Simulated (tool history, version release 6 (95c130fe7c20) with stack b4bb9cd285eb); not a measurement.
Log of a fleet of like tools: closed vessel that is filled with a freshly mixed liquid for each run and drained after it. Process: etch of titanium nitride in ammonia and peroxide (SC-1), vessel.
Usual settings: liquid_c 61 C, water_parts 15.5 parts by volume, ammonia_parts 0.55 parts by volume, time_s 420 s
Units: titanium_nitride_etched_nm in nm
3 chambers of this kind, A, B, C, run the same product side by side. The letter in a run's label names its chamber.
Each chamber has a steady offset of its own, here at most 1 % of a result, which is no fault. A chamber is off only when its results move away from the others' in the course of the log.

run,day,liquid_c,water_parts,ammonia_parts,time_s,hours since the thermometer was replaced,hours since the ammonia flow meter was replaced,hours since the drum of ammonia solution was connected,"read-back film thickness of the titanium nitride reference wafer, read on the same gauge (nm)",titanium_nitride_etched_nm
1A,0.142,61,15.5,0.55,420,1844.3,624.5,773.7,49.993,37.488
2C,0.312,61,15.5,0.55,420,590.6,277.8,263.6,50.022,37.465
3B,0.458,61,15.5,0.55,420,1294.6,261.8,589.3,50.013,38.227
4C,0.667,61,15.5,0.55,420,599.1,286.3,272.1,50,37.374
5B,0.933,61,15.5,0.55,420,1306,273.2,600.7,49.977,37.455
6A,1.129,61,15.5,0.55,420,1868,648.2,797.4,49.983,36.8
7B,1.35,61,15.5,0.55,420,1316,283.2,610.7,50.003,37.725
8A,1.579,61,15.5,0.55,420,1878.8,659,808.2,50.004,36.762
9C,1.85,61,15.5,0.55,420,627.5,314.7,300.5,50.07,36.534
10B,2.138,61,15.5,0.55,420,1334.9,302.1,629.6,49.983,37.802
11C,2.421,61,15.5,0.55,420,641.2,328.4,314.2,50.004,37.115
12A,2.617,61,15.5,0.4,420,1903.7,683.9,833.1,50.008,34.436
13B,2.775,61,15.5,0.4,420,1350.2,317.4,644.9,49.976,35.98
14C,3.05,61,15.5,0.4,420,656.3,343.5,329.3,50.02,34.667
15A,3.275,61,15.5,0.55,420,1919.5,699.7,848.9,49.99,36.285
# day 3.483: chamber A: ammonia flow meter replaced
16C,3.529,61,15.5,0.55,420,667.8,355,340.8,49.969,37.38
17B,3.796,61,15.5,0.55,420,1374.7,341.9,669.4,49.975,37.497
18A,3.988,61,15.5,0.55,420,1936.6,12.2,866,49.99,35.442
19A,4.246,61,15.5,0.55,420,1942.8,18.4,872.2,49.98,36.056
20C,4.45,61,15.5,0.55,420,689.9,377.1,362.9,50.004,37.024
21B,4.625,61,15.5,0.55,420,1394.6,361.8,689.3,49.957,38.168
22C,4.9,61,15.5,0.55,420,700.7,387.9,373.7,49.978,37.362
23B,5.192,61,15.5,0.55,420,1408.2,375.4,702.9,50.024,37.691
24A,5.325,61,15.5,0.55,420,1968.7,44.3,898.1,49.947,35.044
25A,5.471,56.5,15.5,0.55,560,1972.2,47.8,901.6,49.999,35.079
26C,5.671,56.5,15.5,0.55,560,719.2,406.4,392.2,50.048,37.199
27B,5.812,56.5,15.5,0.55,560,1423.1,390.3,717.8,49.998,37.099
28A,6.004,61,15.5,0.55,420,1985,60.6,914.4,50.018,35.336
29C,6.238,61,15.5,0.55,420,732.8,420,405.8,50.001,37.434
30B,6.512,61,15.5,0.55,420,1439.9,407.1,734.6,50.013,37.715
31B,6.658,61,15.5,0.55,420,1443.4,410.6,738.1,50.002,37.726
32C,6.888,61,15.5,0.55,420,748.4,435.6,421.4,50.008,36.858
33A,7.042,61,15.5,0.55,420,2009.9,85.5,939.3,50.007,34.604
34C,7.175,61,15.5,0.55,420,755.3,442.5,428.3,49.996,37.59
# day 7.296: chamber A: new drum of ammonia solution connected
35A,7.408,61,15.5,0.55,420,2018.7,94.3,2.8,49.991,34.515
36B,7.579,61,15.5,0.55,420,1465.5,432.7,760.2,49.991,38.375
37B,7.75,61,15.5,0.55,420,1469.6,436.8,764.3,50.029,37.875
38C,8.042,61,15.5,0.55,420,776.1,463.3,449.1,49.971,36.464
39A,8.275,61,15.5,0.55,420,2039.5,115.1,23.6,49.994,34.608
40C,8.425,64,15.5,0.55,420,785.3,472.5,458.3,49.997,45.614
41A,8.708,64,15.5,0.55,420,2049.9,125.5,34,50.02,41.464
42B,8.879,64,15.5,0.55,420,1496.7,463.9,791.4,49.985,45.629
43B,9.075,61,15.5,0.55,420,1501.4,468.6,796.1,50.02,37.757
44A,9.204,61,15.5,0.55,420,2061.8,137.4,45.9,49.994,33.847

What goes on in this fleet: one chamber off, a drifting gauge, or nothing beyond the chambers' own small offsets? Name the chamber and the cause, if any.

Chamber A drifts away from the others.
Cause: liquid colder than its thermometer reads (K) = 1.68.

Here are 4 candidates for chamber A's next run, each the usual settings with a change, their results left as question marks. Which one brings its results back in line with what the others give on the usual settings?
In line means no further than this from the other chambers' mean on the usual settings: titanium_nitride_etched_nm 1 nm
45A-1,9.412,61,21,0.55,420,,,,,?
45A-2,9.412,62.5,15,0.55,450,,,,,?
45A-3,9.412,61,16,0.55,385,,,,,?
45A-4,9.412,62,15.5,0.55,440,,,,,?

The other chambers' mean on the usual settings: titanium_nitride_etched_nm 37.472 nm
run,titanium_nitride_etched_nm
45A-1,28.594
45A-2,40.585
45A-3,30.432
45A-4,37.733
45A-4 brings the chamber back in line.
